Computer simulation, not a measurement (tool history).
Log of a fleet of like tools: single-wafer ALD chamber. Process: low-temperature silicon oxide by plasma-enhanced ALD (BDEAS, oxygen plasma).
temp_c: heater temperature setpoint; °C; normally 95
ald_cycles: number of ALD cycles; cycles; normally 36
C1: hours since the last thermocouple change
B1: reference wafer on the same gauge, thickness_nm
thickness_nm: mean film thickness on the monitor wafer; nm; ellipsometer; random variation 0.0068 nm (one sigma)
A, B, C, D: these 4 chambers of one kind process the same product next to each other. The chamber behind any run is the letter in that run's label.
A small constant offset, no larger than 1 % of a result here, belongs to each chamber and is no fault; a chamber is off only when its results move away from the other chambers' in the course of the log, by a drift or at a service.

run 1D hour=12.2 | temp_c=95 ald_cycles=36 | C1=1005.9 | B1=5.5196 | thickness_nm=5.2817
-- hour=19.5 chamber B: thermocouple changed; heater temperature recalibrated
run 2B hour=28 | temp_c=95 ald_cycles=36 | C1=8.6 | B1=5.5191 | thickness_nm=5.2218
run 3C hour=42.2 | temp_c=95 ald_cycles=36 | C1=1306.2 | B1=5.5164 | thickness_nm=5.2286
run 4A hour=56.7 | temp_c=95 ald_cycles=36 | C1=620.1 | B1=5.5159 | thickness_nm=5.2127
run 5C hour=72 | temp_c=95 ald_cycles=36 | C1=1336 | B1=5.5146 | thickness_nm=5.2175
run 6B hour=83.8 | temp_c=95 ald_cycles=36 | C1=64.4 | B1=5.5136 | thickness_nm=5.2223
run 7A hour=93.6 | temp_c=95 ald_cycles=36 | C1=657 | B1=5.5141 | thickness_nm=5.2004
run 8D hour=101.8 | temp_c=89 ald_cycles=40 | C1=1095.5 | B1=5.514 | thickness_nm=5.9904
run 9B hour=114.8 | temp_c=89 ald_cycles=40 | C1=95.4 | B1=5.5139 | thickness_nm=5.9245
run 10D hour=123.9 | temp_c=89 ald_cycles=40 | C1=1117.6 | B1=5.5116 | thickness_nm=5.9624
run 11A hour=133.3 | temp_c=89 ald_cycles=40 | C1=696.7 | B1=5.511 | thickness_nm=5.9018
run 12C hour=142.1 | temp_c=95 ald_cycles=36 | C1=1406.1 | B1=5.5098 | thickness_nm=5.2307
run 13A hour=157.5 | temp_c=95 ald_cycles=36 | C1=720.9 | B1=5.5091 | thickness_nm=5.206
run 14B hour=168.1 | temp_c=95 ald_cycles=36 | C1=148.7 | B1=5.5076 | thickness_nm=5.2282
run 15C hour=183.7 | temp_c=95 ald_cycles=36 | C1=1447.7 | B1=5.5078 | thickness_nm=5.205
run 16D hour=191 | temp_c=95 ald_cycles=36 | C1=1184.7 | B1=5.5082 | thickness_nm=5.2641
run 17A hour=200.7 | temp_c=95 ald_cycles=36 | C1=764.1 | B1=5.5059 | thickness_nm=5.2022
run 18B hour=212.5 | temp_c=95 ald_cycles=36 | C1=193.1 | B1=5.5045 | thickness_nm=5.2162
run 19C hour=219.6 | temp_c=95 ald_cycles=36 | C1=1483.6 | B1=5.5061 | thickness_nm=5.2045
run 20D hour=234.3 | temp_c=95 ald_cycles=36 | C1=1228 | B1=5.5049 | thickness_nm=5.2683
run 21B hour=247.4 | temp_c=95 ald_cycles=36 | C1=228 | B1=5.5038 | thickness_nm=5.2215
run 22C hour=257.3 | temp_c=95 ald_cycles=36 | C1=1521.3 | B1=5.5019 | thickness_nm=5.2013
run 23A hour=271 | temp_c=95 ald_cycles=36 | C1=834.4 | B1=5.502 | thickness_nm=5.192
run 24D hour=279.6 | temp_c=95 ald_cycles=36 | C1=1273.3 | B1=5.5033 | thickness_nm=5.2575
run 25C hour=294.4 | temp_c=95 ald_cycles=36 | C1=1558.4 | B1=5.4973 | thickness_nm=5.2205
run 26B hour=310.3 | temp_c=95 ald_cycles=36 | C1=290.9 | B1=5.4991 | thickness_nm=5.219
run 27D hour=325.5 | temp_c=95 ald_cycles=36 | C1=1319.2 | B1=5.4972 | thickness_nm=5.2493
run 28A hour=341 | temp_c=95 ald_cycles=36 | C1=904.4 | B1=5.4992 | thickness_nm=5.1922
run 29A hour=348.3 | temp_c=95 ald_cycles=36 | C1=911.7 | B1=5.4981 | thickness_nm=5.2051
run 30C hour=361.9 | temp_c=95 ald_cycles=36 | C1=1625.9 | B1=5.4972 | thickness_nm=5.2244
run 31B hour=377.3 | temp_c=95 ald_cycles=36 | C1=357.9 | B1=5.4936 | thickness_nm=5.2153
run 32D hour=388.7 | temp_c=95 ald_cycles=36 | C1=1382.4 | B1=5.4939 | thickness_nm=5.2576
run 33A hour=398.8 | temp_c=84 ald_cycles=32 | C1=962.2 | B1=5.4925 | thickness_nm=4.7907
run 34C hour=410.1 | temp_c=84 ald_cycles=32 | C1=1674.1 | B1=5.4929 | thickness_nm=4.7893
run 35D hour=417.4 | temp_c=84 ald_cycles=32 | C1=1411.1 | B1=5.4927 | thickness_nm=4.8416
run 36B hour=428.1 | temp_c=84 ald_cycles=32 | C1=408.7 | B1=5.4914 | thickness_nm=4.8133

Read the log: is a single chamber off, either drifting away or since a service, is the gauge that measures every chamber drifting, or is nothing wrong beyond small per-chamber offsets? Name any odd chamber and what most likely caused it.

The gauge drifts, so all chambers seem to drift together. No chamber is off.
Cause: gauge reads low (%) = 0.537.
